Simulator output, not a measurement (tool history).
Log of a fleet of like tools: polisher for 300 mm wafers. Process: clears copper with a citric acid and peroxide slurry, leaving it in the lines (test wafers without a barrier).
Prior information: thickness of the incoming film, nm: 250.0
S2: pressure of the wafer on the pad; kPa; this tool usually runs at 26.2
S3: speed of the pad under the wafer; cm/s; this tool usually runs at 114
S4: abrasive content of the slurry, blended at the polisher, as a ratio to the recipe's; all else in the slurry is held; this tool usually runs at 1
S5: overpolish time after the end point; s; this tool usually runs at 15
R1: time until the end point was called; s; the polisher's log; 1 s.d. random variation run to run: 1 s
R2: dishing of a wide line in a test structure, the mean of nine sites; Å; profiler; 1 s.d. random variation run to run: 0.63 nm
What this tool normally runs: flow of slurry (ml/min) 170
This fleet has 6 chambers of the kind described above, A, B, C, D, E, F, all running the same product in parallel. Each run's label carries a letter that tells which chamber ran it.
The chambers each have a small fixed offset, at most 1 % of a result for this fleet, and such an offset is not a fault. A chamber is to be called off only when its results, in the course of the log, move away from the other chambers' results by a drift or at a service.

Run 1B, hour 5.4: usual settings. Result: R1 83.872 s, R2 309.11 Å.
Run 2F, hour 11.3: usual settings. Result: R1 86.836 s, R2 309.94 Å.
Run 3E, hour 15.6: usual settings. Result: R1 86.622 s, R2 310.80 Å.
Run 4A, hour 22.4: usual settings. Result: R1 86.480 s, R2 305.51 Å.
Run 5C, hour 27.8: usual settings. Result: R1 87.539 s, R2 306.75 Å.
At hour 28.4: chamber D: worn pad replaced by a new one.
Run 6D, hour 36.0: usual settings but S3 96 cm/s. Result: R1 102.720 s, R2 265.17 Å.
Run 7C, hour 40.0: usual settings but S3 96 cm/s. Result: R1 103.800 s, R2 272.25 Å.
At hour 43.5: chamber E: worn pad replaced by a new one.
Run 8A, hour 46.4: usual settings but S3 96 cm/s. Result: R1 102.480 s, R2 275.36 Å.
Run 9F, hour 51.9: usual settings but S3 96 cm/s. Result: R1 102.180 s, R2 274.60 Å.
Run 10B, hour 57.1: usual settings but S3 96 cm/s. Result: R1 102.680 s, R2 266.24 Å.
At hour 57.5: chamber E: slurry nozzle cleaned.
At hour 60.3: chamber C: slurry nozzle cleaned.
At hour 63.1: chamber E: slurry blender recalibrated.
Run 11E, hour 64.4: usual settings but S3 96 cm/s. Result: R1 100.660 s, R2 271.05 Å.
At hour 64.9: chamber F: worn pad replaced by a new one.
Run 12D, hour 68.0: usual settings. Result: R1 87.140 s, R2 307.19 Å.
Run 13B, hour 72.6: usual settings. Result: R1 87.280 s, R2 312.85 Å.
At hour 73.6: chamber F: head pressure recalibrated.
At hour 74.3: chamber F: slurry blender recalibrated.
Run 14A, hour 78.3: usual settings. Result: R1 85.476 s, R2 305.10 Å.
Run 15E, hour 83.1: usual settings. Result: R1 84.459 s, R2 315.55 Å.
At hour 88.4: chamber C: worn pad replaced by a new one.
Run 16D, hour 90.7: usual settings. Result: R1 87.376 s, R2 312.66 Å.
Run 17C, hour 98.2: usual settings but S3 154 cm/s. Result: R1 64.630 s, R2 400.04 Å.
At hour 99.6: chamber A: worn pad replaced by a new one.
Run 18F, hour 103.6: usual settings but S3 154 cm/s. Result: R1 63.152 s, R2 403.08 Å.
At hour 105.7: chamber D: slurry blender recalibrated.
Run 19D, hour 109.4: usual settings but S3 154 cm/s. Result: R1 64.703 s, R2 388.53 Å.
At hour 112.3: chamber B: worn pad replaced by a new one.
Run 20E, hour 113.9: usual settings but S3 154 cm/s. Result: R1 63.152 s, R2 418.04 Å.
Run 21B, hour 120.9: usual settings but S3 154 cm/s. Result: R1 62.832 s, R2 411.06 Å.
At hour 123.7: chamber D: worn pad replaced by a new one.
Run 22F, hour 129.0: usual settings but S3 154 cm/s. Result: R1 63.074 s, R2 399.14 Å.
At hour 129.8: chamber E: worn pad replaced by a new one.
Run 23A, hour 133.0: usual settings but S3 148 cm/s. Result: R1 66.517 s, R2 385.01 Å.
At hour 135.6: chamber B: slurry blender recalibrated.
Run 24C, hour 138.1: usual settings but S3 148 cm/s. Result: R1 67.325 s, R2 387.55 Å.
Run 25E, hour 145.4: usual settings but S3 148 cm/s. Result: R1 67.875 s, R2 389.85 Å.
At hour 145.6: chamber F: worn pad replaced by a new one.
At hour 146.7: chamber E: head pressure recalibrated.
Run 26B, hour 153.5: usual settings but S3 148 cm/s. Result: R1 66.740 s, R2 387.34 Å.
At hour 159.2: chamber C: head pressure recalibrated.
Run 27F, hour 160.6: usual settings but S3 148 cm/s. Result: R1 66.945 s, R2 381.02 Å.
Run 28A, hour 167.5: usual settings but S3 148 cm/s. Result: R1 66.970 s, R2 401.46 Å.
At hour 169.4: chamber C: worn pad replaced by a new one.
At hour 171.0: chamber C: slurry blender recalibrated.
Run 29D, hour 173.0: usual settings. Result: R1 85.700 s, R2 309.75 Å.
At hour 177.6: chamber A: worn pad replaced by a new one.
Run 30C, hour 179.0: usual settings. Result: R1 78.477 s, R2 341.22 Å.
Run 31E, hour 182.7: usual settings. Result: R1 86.212 s, R2 326.92 Å.
Run 32B, hour 187.5: usual settings. Result: R1 85.259 s, R2 309.86 Å.
Run 33A, hour 195.6: usual settings. Result: R1 88.029 s, R2 311.44 Å.
Run 34C, hour 200.5: usual settings. Result: R1 79.504 s, R2 344.48 Å.
Run 35F, hour 207.3: usual settings but S3 78 cm/s. Result: R1 123.680 s, R2 226.82 Å.
Run 36D, hour 211.4: usual settings but S3 78 cm/s. Result: R1 124.280 s, R2 218.35 Å.
At hour 216.4: chamber F: worn pad replaced by a new one.
Run 37E, hour 219.0: usual settings but S3 78 cm/s. Result: R1 120.050 s, R2 229.55 Å.
At hour 220.2: chamber D: worn pad replaced by a new one.
Run 38A, hour 225.6: usual settings but S3 78 cm/s. Result: R1 123.830 s, R2 226.24 Å.
At hour 228.4: chamber B: worn pad replaced by a new one.
Run 39C, hour 229.4: usual settings but S3 78 cm/s. Result: R1 114.500 s, R2 243.20 Å.
At hour 231.3: chamber D: head pressure recalibrated.
Run 40D, hour 233.2: usual settings but S3 78 cm/s. Result: R1 124.330 s, R2 220.73 Å.
Run 41F, hour 237.9: usual settings. Result: R1 85.774 s, R2 310.06 Å.
Run 42B, hour 242.8: usual settings but flow of slurry (ml/min) 195, S2 21.4 kPa. Result: R1 101.810 s, R2 267.31 Å.
Run 43C, hour 249.0: usual settings but flow of slurry (ml/min) 195, S2 21.4 kPa. Result: R1 93.818 s, R2 287.41 Å.
Run 44F, hour 253.9: usual settings but flow of slurry (ml/min) 195, S2 21.4 kPa. Result: R1 103.650 s, R2 262.86 Å.

Each of the 6 chambers runs these same settings next. Fill in every chamber's results:
Run 45A, hour 259.8: usual settings. Result: R1 ?, R2 ?.
Run 45B, hour 259.8: usual settings. Result: R1 ?, R2 ?.
Run 45C, hour 259.8: usual settings. Result: R1 ?, R2 ?.
Run 45D, hour 259.8: usual settings. Result: R1 ?, R2 ?.
Run 45E, hour 259.8: usual settings. Result: R1 ?, R2 ?.
Run 45F, hour 259.8: usual settings. Result: R1 ?, R2 ?.

run      R1      R2
45A  89.171  319.94
45B  86.206  309.75
45C  78.741  348.02
45D  84.331  317.23
45E  87.156  329.59
45F  87.573  305.05
